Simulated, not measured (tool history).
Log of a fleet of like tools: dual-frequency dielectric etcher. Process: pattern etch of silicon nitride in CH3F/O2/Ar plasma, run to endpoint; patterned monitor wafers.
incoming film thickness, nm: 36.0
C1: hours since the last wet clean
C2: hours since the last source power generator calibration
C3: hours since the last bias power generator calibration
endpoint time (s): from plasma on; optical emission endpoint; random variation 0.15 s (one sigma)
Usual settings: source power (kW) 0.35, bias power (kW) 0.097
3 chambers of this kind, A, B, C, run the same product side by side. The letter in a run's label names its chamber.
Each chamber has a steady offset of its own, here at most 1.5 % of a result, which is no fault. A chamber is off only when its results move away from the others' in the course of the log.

{"run": "1B", "hour": 3.4, "source power (kW)": 0.35, "bias power (kW)": 0.097, "C1": 25.9, "C2": 1475.3, "C3": 3386.4, "endpoint time (s)": 49.518}
{"run": "2C", "hour": 8.1, "source power (kW)": 0.35, "bias power (kW)": 0.097, "C1": 435.8, "C2": 1144.5, "C3": 1141.3, "endpoint time (s)": 48.782}
{"run": "3A", "hour": 11.3, "source power (kW)": 0.35, "bias power (kW)": 0.097, "C1": 315.5, "C2": 3002, "C3": 595.4, "endpoint time (s)": 49.219}
{"run": "4B", "hour": 15.1, "source power (kW)": 0.35, "bias power (kW)": 0.097, "C1": 37.6, "C2": 1487, "C3": 3398.1, "endpoint time (s)": 49.456}
{"run": "5A", "hour": 22.0, "source power (kW)": 0.35, "bias power (kW)": 0.097, "C1": 326.2, "C2": 3012.7, "C3": 606.1, "endpoint time (s)": 49.575}
{"run": "6C", "hour": 27.0, "source power (kW)": 0.35, "bias power (kW)": 0.097, "C1": 454.7, "C2": 1163.4, "C3": 1160.2, "endpoint time (s)": 48.832}
{"run": "7C", "hour": 31.2, "source power (kW)": 0.35, "bias power (kW)": 0.097, "C1": 458.9, "C2": 1167.6, "C3": 1164.4, "endpoint time (s)": 48.853}
{"run": "8A", "hour": 37.9, "source power (kW)": 0.35, "bias power (kW)": 0.097, "C1": 342.1, "C2": 3028.6, "C3": 622, "endpoint time (s)": 49.275}
{"run": "9B", "hour": 43.7, "source power (kW)": 0.35, "bias power (kW)": 0.097, "C1": 66.2, "C2": 1515.6, "C3": 3426.7, "endpoint time (s)": 49.597}
{"run": "10C", "hour": 50.7, "source power (kW)": 0.35, "bias power (kW)": 0.076, "C1": 478.4, "C2": 1187.1, "C3": 1183.9, "endpoint time (s)": 53.275}
{"run": "11B", "hour": 57.1, "source power (kW)": 0.35, "bias power (kW)": 0.076, "C1": 79.6, "C2": 1529, "C3": 3440.1, "endpoint time (s)": 54.188}
{"run": "12A", "hour": 61.0, "source power (kW)": 0.35, "bias power (kW)": 0.076, "C1": 365.2, "C2": 3051.7, "C3": 645.1, "endpoint time (s)": 54.032}
{"run": "13B", "hour": 64.1, "source power (kW)": 0.38, "bias power (kW)": 0.08, "C1": 86.6, "C2": 1536, "C3": 3447.1, "endpoint time (s)": 51.617}
{"run": "14C", "hour": 67.2, "source power (kW)": 0.38, "bias power (kW)": 0.08, "C1": 494.9, "C2": 1203.6, "C3": 1200.4, "endpoint time (s)": 50.51}
{"run": "15A", "hour": 70.3, "source power (kW)": 0.38, "bias power (kW)": 0.08, "C1": 374.5, "C2": 3061, "C3": 654.4, "endpoint time (s)": 51.312}
{"run": "16B", "hour": 77.4, "source power (kW)": 0.35, "bias power (kW)": 0.097, "C1": 99.9, "C2": 1549.3, "C3": 3460.4, "endpoint time (s)": 49.629}
{"run": "17A", "hour": 80.8, "source power (kW)": 0.27, "bias power (kW)": 0.097, "C1": 385, "C2": 3071.5, "C3": 664.9, "endpoint time (s)": 54.552}
{"run": "18C", "hour": 86.5, "source power (kW)": 0.27, "bias power (kW)": 0.097, "C1": 514.2, "C2": 1222.9, "C3": 1219.7, "endpoint time (s)": 53.585}
{"run": "19B", "hour": 89.9, "source power (kW)": 0.27, "bias power (kW)": 0.097, "C1": 112.4, "C2": 1561.8, "C3": 3472.9, "endpoint time (s)": 54.534}
{"run": "20A", "hour": 95.5, "source power (kW)": 0.35, "bias power (kW)": 0.097, "C1": 399.7, "C2": 3086.2, "C3": 679.6, "endpoint time (s)": 49.487}
{"run": "21C", "hour": 102.5, "source power (kW)": 0.35, "bias power (kW)": 0.097, "C1": 530.2, "C2": 1238.9, "C3": 1235.7, "endpoint time (s)": 48.809}
{"run": "22B", "hour": 106.0, "source power (kW)": 0.35, "bias power (kW)": 0.097, "C1": 128.5, "C2": 1577.9, "C3": 3489, "endpoint time (s)": 49.458}
{"run": "23C", "hour": 112.0, "source power (kW)": 0.35, "bias power (kW)": 0.097, "C1": 539.7, "C2": 1248.4, "C3": 1245.2, "endpoint time (s)": 48.735}
{"run": "24A", "hour": 117.3, "source power (kW)": 0.35, "bias power (kW)": 0.097, "C1": 421.5, "C2": 3108, "C3": 701.4, "endpoint time (s)": 49.16}
{"run": "25B", "hour": 124.3, "source power (kW)": 0.38, "bias power (kW)": 0.109, "C1": 146.8, "C2": 1596.2, "C3": 3507.3, "endpoint time (s)": 45.932}
{"run": "26A", "hour": 128.3, "source power (kW)": 0.38, "bias power (kW)": 0.109, "C1": 432.5, "C2": 3119, "C3": 712.4, "endpoint time (s)": 45.765}
{"run": "27C", "hour": 134.8, "source power (kW)": 0.38, "bias power (kW)": 0.109, "C1": 562.5, "C2": 1271.2, "C3": 1268, "endpoint time (s)": 45.288}
{"run": "28C", "hour": 141.4, "source power (kW)": 0.29, "bias power (kW)": 0.097, "C1": 569.1, "C2": 1277.8, "C3": 1274.6, "endpoint time (s)": 52.051}
{"run": "29B", "hour": 145.8, "source power (kW)": 0.29, "bias power (kW)": 0.097, "C1": 168.3, "C2": 1617.7, "C3": 3528.8, "endpoint time (s)": 52.819}
{"run": "30A", "hour": 148.9, "source power (kW)": 0.29, "bias power (kW)": 0.097, "C1": 453.1, "C2": 3139.6, "C3": 733, "endpoint time (s)": 52.788}
{"run": "31A", "hour": 154.7, "source power (kW)": 0.35, "bias power (kW)": 0.097, "C1": 458.9, "C2": 3145.4, "C3": 738.8, "endpoint time (s)": 49.433}
{"run": "32B", "hour": 160.3, "source power (kW)": 0.35, "bias power (kW)": 0.097, "C1": 182.8, "C2": 1632.2, "C3": 3543.3, "endpoint time (s)": 49.792}
{"run": "33C", "hour": 167.1, "source power (kW)": 0.35, "bias power (kW)": 0.097, "C1": 594.8, "C2": 1303.5, "C3": 1300.3, "endpoint time (s)": 48.812}
{"run": "34A", "hour": 172.8, "source power (kW)": 0.35, "bias power (kW)": 0.097, "C1": 477, "C2": 3163.5, "C3": 756.9, "endpoint time (s)": 49.323}

Next, every chamber runs the same settings. What will each give?
{"run": "35A", "hour": 177.9, "source power (kW)": 0.35, "bias power (kW)": 0.083, "endpoint time (s)": "?"}
{"run": "35B", "hour": 177.9, "source power (kW)": 0.35, "bias power (kW)": 0.083, "endpoint time (s)": "?"}
{"run": "35C", "hour": 177.9, "source power (kW)": 0.35, "bias power (kW)": 0.083, "endpoint time (s)": "?"}

run=35A endpoint_time_(s)=52.232
run=35B endpoint_time_(s)=52.39
run=35C endpoint_time_(s)=51.532

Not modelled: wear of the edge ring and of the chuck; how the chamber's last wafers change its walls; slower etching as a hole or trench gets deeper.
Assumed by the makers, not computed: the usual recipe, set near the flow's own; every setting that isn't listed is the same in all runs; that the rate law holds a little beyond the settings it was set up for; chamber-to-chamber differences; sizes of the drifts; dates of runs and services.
